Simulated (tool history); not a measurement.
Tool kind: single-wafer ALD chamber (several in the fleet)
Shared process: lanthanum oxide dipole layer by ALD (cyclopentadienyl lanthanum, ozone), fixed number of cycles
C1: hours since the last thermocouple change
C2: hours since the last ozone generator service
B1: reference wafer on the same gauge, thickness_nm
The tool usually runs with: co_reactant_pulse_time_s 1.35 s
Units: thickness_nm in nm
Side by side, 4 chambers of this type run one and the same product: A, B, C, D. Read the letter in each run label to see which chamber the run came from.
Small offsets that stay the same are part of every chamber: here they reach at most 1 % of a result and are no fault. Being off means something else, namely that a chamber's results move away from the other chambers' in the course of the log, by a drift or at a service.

{"run": "1A", "hour": 5.2, "co_reactant_pulse_time_s": 1.35, "C1": 868.2, "C2": 633.3, "B1": 0.48204, "thickness_nm": 0.54851}
{"run": "2D", "hour": 14.4, "co_reactant_pulse_time_s": 1.35, "C1": 621.9, "C2": 661.3, "B1": 0.48193, "thickness_nm": 0.54445}
{"run": "3C", "hour": 23.7, "co_reactant_pulse_time_s": 1.35, "C1": 1413.2, "C2": 268.1, "B1": 0.48243, "thickness_nm": 0.53535}
{"run": "4B", "hour": 31.0, "co_reactant_pulse_time_s": 1.35, "C1": 2425.3, "C2": 658.5, "B1": 0.48168, "thickness_nm": 0.53351}
{"run": "5A", "hour": 37.8, "co_reactant_pulse_time_s": 1.35, "C1": 900.8, "C2": 665.9, "B1": 0.482, "thickness_nm": 0.53954}
{"run": "6B", "hour": 46.8, "co_reactant_pulse_time_s": 0.98, "C1": 2441.1, "C2": 674.3, "B1": 0.48172, "thickness_nm": 0.49141}
{"run": "7C", "hour": 52.4, "co_reactant_pulse_time_s": 0.98, "C1": 1441.9, "C2": 296.8, "B1": 0.48236, "thickness_nm": 0.49727}
{"run": "8D", "hour": 59.7, "co_reactant_pulse_time_s": 0.98, "C1": 667.2, "C2": 706.6, "B1": 0.48274, "thickness_nm": 0.50301}
{"run": "9B", "hour": 67.0, "co_reactant_pulse_time_s": 0.98, "C1": 2461.3, "C2": 694.5, "B1": 0.48185, "thickness_nm": 0.48996}
{"run": "10D", "hour": 74.0, "co_reactant_pulse_time_s": 1.35, "C1": 681.5, "C2": 720.9, "B1": 0.48194, "thickness_nm": 0.53549}
{"run": "11A", "hour": 81.9, "co_reactant_pulse_time_s": 1.35, "C1": 944.9, "C2": 710, "B1": 0.48229, "thickness_nm": 0.54035}
{"run": "12C", "hour": 91.0, "co_reactant_pulse_time_s": 1.35, "C1": 1480.5, "C2": 335.4, "B1": 0.48197, "thickness_nm": 0.53933}
{"run": "13B", "hour": 98.5, "co_reactant_pulse_time_s": 1.35, "C1": 2492.8, "C2": 726, "B1": 0.48173, "thickness_nm": 0.53245}
{"run": "14C", "hour": 106.0, "co_reactant_pulse_time_s": 1.17, "C1": 1495.5, "C2": 350.4, "B1": 0.48167, "thickness_nm": 0.51879}
{"hour": 112.8, "done": "chamber C: thermocouple changed; heater temperature recalibrated"}
{"run": "15A", "hour": 114.4, "co_reactant_pulse_time_s": 1.17, "C1": 977.4, "C2": 742.5, "B1": 0.4826, "thickness_nm": 0.5269}
{"run": "16D", "hour": 123.9, "co_reactant_pulse_time_s": 1.17, "C1": 731.4, "C2": 770.8, "B1": 0.48227, "thickness_nm": 0.52423}
{"run": "17D", "hour": 129.7, "co_reactant_pulse_time_s": 1.17, "C1": 737.2, "C2": 776.6, "B1": 0.48155, "thickness_nm": 0.52689}
{"run": "18C", "hour": 138.2, "co_reactant_pulse_time_s": 1.35, "C1": 25.4, "C2": 382.6, "B1": 0.48234, "thickness_nm": 0.54102}
{"hour": 143.8, "done": "chamber B: thermocouple changed; heater temperature recalibrated"}
{"run": "19A", "hour": 147.0, "co_reactant_pulse_time_s": 1.35, "C1": 1010, "C2": 775.1, "B1": 0.48214, "thickness_nm": 0.54537}
{"run": "20B", "hour": 151.3, "co_reactant_pulse_time_s": 1.35, "C1": 7.6, "C2": 778.8, "B1": 0.48249, "thickness_nm": 0.52065}
{"run": "21A", "hour": 160.8, "co_reactant_pulse_time_s": 1.35, "C1": 1023.8, "C2": 788.9, "B1": 0.48215, "thickness_nm": 0.54563}
{"run": "22C", "hour": 165.3, "co_reactant_pulse_time_s": 1.35, "C1": 52.5, "C2": 409.7, "B1": 0.48214, "thickness_nm": 0.54072}
{"run": "23B", "hour": 172.9, "co_reactant_pulse_time_s": 1.35, "C1": 29.2, "C2": 800.4, "B1": 0.48213, "thickness_nm": 0.51381}
{"run": "24D", "hour": 180.2, "co_reactant_pulse_time_s": 1.83, "C1": 787.7, "C2": 827.1, "B1": 0.4828, "thickness_nm": 0.56417}
{"run": "25D", "hour": 185.5, "co_reactant_pulse_time_s": 1.83, "C1": 793, "C2": 832.4, "B1": 0.4816, "thickness_nm": 0.56759}

Read the log: is a single chamber off, either drifting away or since a service, is the gauge that measures every chamber drifting, or is nothing wrong beyond small per-chamber offsets? Name any odd chamber and what most likely caused it.

Chamber B drifts away from the others.
Most likely cause: ozone dose below that of a generator just serviced (%) = 18.4.

Which of the 4 candidates below, each the usual settings with something changed and its results left as question marks, puts chamber B back in line with what the other chambers give on the usual settings?
In line here means within this much of the mean the other chambers give on the usual settings: thickness_nm 0.0093 nm
{"run": "26B-1", "hour": 192.3, "co_reactant_pulse_time_s": 1.69, "thickness_nm": "?"}
{"run": "26B-2", "hour": 192.3, "co_reactant_pulse_time_s": 1.11, "thickness_nm": "?"}
{"run": "26B-3", "hour": 192.3, "co_reactant_pulse_time_s": 1.25, "thickness_nm": "?"}
{"run": "26B-4", "hour": 192.3, "co_reactant_pulse_time_s": 1.45, "thickness_nm": "?"}

Mean of the other chambers on the usual settings: thickness_nm 0.54084 nm
run=26B-1 thickness_nm=0.53751
run=26B-2 thickness_nm=0.47939
run=26B-3 thickness_nm=0.49883
run=26B-4 thickness_nm=0.51989
With 26B-1, the chamber falls back in line with the rest.
